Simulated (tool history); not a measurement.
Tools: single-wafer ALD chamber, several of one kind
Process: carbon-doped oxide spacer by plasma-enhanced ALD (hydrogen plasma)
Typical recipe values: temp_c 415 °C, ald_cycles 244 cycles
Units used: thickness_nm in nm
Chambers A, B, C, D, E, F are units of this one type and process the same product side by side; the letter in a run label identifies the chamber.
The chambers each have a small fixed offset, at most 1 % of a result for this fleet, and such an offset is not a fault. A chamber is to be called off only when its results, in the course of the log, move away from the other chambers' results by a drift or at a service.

run   hour  temp_c  ald_cycles  hours since the last thermocouple change  read-back reference wafer on the same gauge, thickness_nm  thickness_nm
 1F    4.5     415         244                                    1111.7                                                     11.398        11.617
 2B   12.9     415         244                                     937.5                                                     11.403        11.593
 3C   20.1     415         244                                      29.2                                                     11.409        11.633
 4E   27.7     415         244                                    1453.4                                                     11.409        11.626
 5A   35.7     415         244                                    1383.9                                                     11.410        11.684
 6D   44.2     415         244                                     358.0                                                     11.411        11.633
 7B   50.7     415         244                                     975.3                                                     11.414        11.545
 8A   58.8     415         244                                    1407.0                                                     11.417        11.653
 9C   65.6     415         284                                      74.7                                                     11.423        13.530
10D   74.0     415         284                                     387.8                                                     11.422        13.520
11E   78.0     415         284                                    1503.7                                                     11.424        13.518
12F   81.7     415         284                                    1188.9                                                     11.426        13.536
13D   87.5     415         284                                     401.3                                                     11.426        13.518
14A   95.7     415         284                                    1443.9                                                     11.436        13.602
15E  100.1     415         244                                    1525.8                                                     11.434        11.607
16B  105.5     415         244                                    1030.1                                                     11.428        11.607
17C  110.7     415         244                                     119.8                                                     11.439        11.640
18F  118.3     415         244                                    1225.5                                                     11.433        11.633
     125.9  -- chamber B: thermocouple changed; heater temperature recalibrated
19D  126.2     415         244                                     440.0                                                     11.439        11.628
20F  132.1     415         244                                    1239.3                                                     11.440        11.634
21E  140.6     415         244                                    1566.3                                                     11.448        11.644
22B  147.9     415         244                                      22.0                                                     11.448        11.657
23C  153.6     415         244                                     162.7                                                     11.455        11.652
24A  158.8     415         244                                    1507.0                                                     11.456        11.737
25A  166.9     415         244                                    1515.1                                                     11.458        11.723
26D  173.7     429         222                                     487.5                                                     11.454        10.136
27F  178.7     429         222                                    1285.9                                                     11.459        10.159
28B  186.8     429         222                                      60.9                                                     11.460        10.117
29C  193.4     429         222                                     202.5                                                     11.463        10.159
30E  201.6     429         222                                    1627.3                                                     11.463        10.162
31F  206.3     429         222                                    1313.5                                                     11.471        10.153
32B  211.5     415         244                                      85.6                                                     11.464        11.648
33D  217.1     407         209                                     530.9                                                     11.469        10.213
34C  223.6     407         209                                     232.7                                                     11.472        10.264
35E  227.7     407         209                                    1653.4                                                     11.476        10.250
36A  233.0     407         209                                    1581.2                                                     11.478        10.321

Read the log: is a single chamber off, either drifting away or since a service, is the gauge that measures every chamber drifting, or is nothing wrong beyond small per-chamber offsets? Name any odd chamber and what most likely caused it.

None of the chambers is off. What moves is the gauge, dragging all their readings along together.
What lies behind it: gauge reads high (%) = 0.682.

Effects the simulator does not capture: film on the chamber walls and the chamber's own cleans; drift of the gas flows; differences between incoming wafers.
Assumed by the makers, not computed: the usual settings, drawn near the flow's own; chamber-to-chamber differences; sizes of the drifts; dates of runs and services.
